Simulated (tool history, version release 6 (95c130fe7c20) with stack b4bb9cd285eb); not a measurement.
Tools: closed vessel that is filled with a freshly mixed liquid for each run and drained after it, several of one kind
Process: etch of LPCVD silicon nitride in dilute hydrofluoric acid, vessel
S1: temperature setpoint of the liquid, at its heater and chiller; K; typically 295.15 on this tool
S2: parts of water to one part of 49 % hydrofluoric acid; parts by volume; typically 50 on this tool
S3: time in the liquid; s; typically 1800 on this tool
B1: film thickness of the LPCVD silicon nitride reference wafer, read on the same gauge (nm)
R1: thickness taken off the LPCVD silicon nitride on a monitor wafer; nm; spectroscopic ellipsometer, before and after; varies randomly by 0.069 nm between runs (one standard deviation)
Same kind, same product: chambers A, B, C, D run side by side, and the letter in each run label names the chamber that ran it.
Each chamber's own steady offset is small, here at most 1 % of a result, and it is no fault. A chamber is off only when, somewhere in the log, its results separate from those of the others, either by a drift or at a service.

run   hour      S1  S2    S3      B1      R1
 1A    3.7  295.15  50  1800  39.987  14.661
 2B    8.2  295.15  50  1800  40.019  14.667
 3D   12.6  295.15  50  1800  40.008  14.895
 4C   15.4  295.15  50  1800  39.980  14.670
 5B   17.9  295.15  50  2215  39.973  18.167
 6C   22.3  295.15  50  2215  40.035  18.132
 7D   25.1  295.15  50  2215  40.019  18.265
 8A   28.0  295.15  50  2215  39.993  18.074
 9B   31.1  295.15  50  1800  40.004  14.612
10D   34.4  295.15  50  1800  39.980  14.791
11A   36.7  295.15  50  1800  39.994  14.580
12C   40.1  295.15  50  1800  39.995  14.774
13A   43.7  295.15  50  1800  40.024  14.795
      45.2  -- chamber A: thermometer replaced
14C   46.6  295.15  50  1800  40.006  14.569
15D   50.2  295.15  50  1800  39.979  14.897
16B   52.5  295.15  50  1800  39.968  14.779
17B   56.0  295.15  50  1800  40.007  14.809
18D   60.8  295.15  50  1800  39.991  14.737
19C   65.3  295.15  50  1800  40.005  14.740
20A   69.1  297.65  75  1800  39.983  11.715
21A   72.7  297.65  75  1800  39.996  11.667
22D   77.1  297.65  75  1800  40.010  11.708
      80.2  -- chamber B: hydrofluoric acid flow meter replaced
23B   81.0  297.65  75  1800  39.964  11.686
24C   83.2  295.15  50  1800  39.996  14.577
25C   87.6  295.15  50  1800  39.988  14.635
26B   89.8  295.15  50  1800  39.996  14.808
27A   91.9  295.15  50  1800  40.012  14.799
28D   94.4  295.15  30  1070  40.010  14.687
29C   97.1  295.15  30  1070  40.012  14.362
30D  100.0  295.15  30  1070  39.999  14.673
     102.5  -- chamber A: hydrofluoric acid flow meter replaced
31A  104.0  295.15  30  1070  39.985  14.150
32B  107.2  295.15  50  1800  39.994  14.670
33C  109.5  295.15  50  1800  40.008  14.753
34B  112.1  295.15  50  1800  40.006  14.690
35A  116.7  295.15  50  1800  40.014  14.812
36D  120.8  295.15  50  1800  40.016  14.777
37B  125.0  298.15  50  2290  39.994  22.995
38C  128.6  298.15  50  2290  40.008  23.023
39A  132.8  298.15  50  2290  39.985  23.015
40D  136.9  298.15  50  2290  40.029  23.239
41C  140.3  295.15  50  2665  40.014  21.736
42D  142.6  295.15  50  2665  40.004  21.866

For the next run the whole fleet of 4 chambers uses the same settings. Give each chamber's results:
43A  146.1  295.15  50  1800       ?
43B  146.1  295.15  50  1800       ?
43C  146.1  295.15  50  1800       ?
43D  146.1  295.15  50  1800       ?

run      R1
43A  14.648
43B  14.690
43C  14.706
43D  14.745

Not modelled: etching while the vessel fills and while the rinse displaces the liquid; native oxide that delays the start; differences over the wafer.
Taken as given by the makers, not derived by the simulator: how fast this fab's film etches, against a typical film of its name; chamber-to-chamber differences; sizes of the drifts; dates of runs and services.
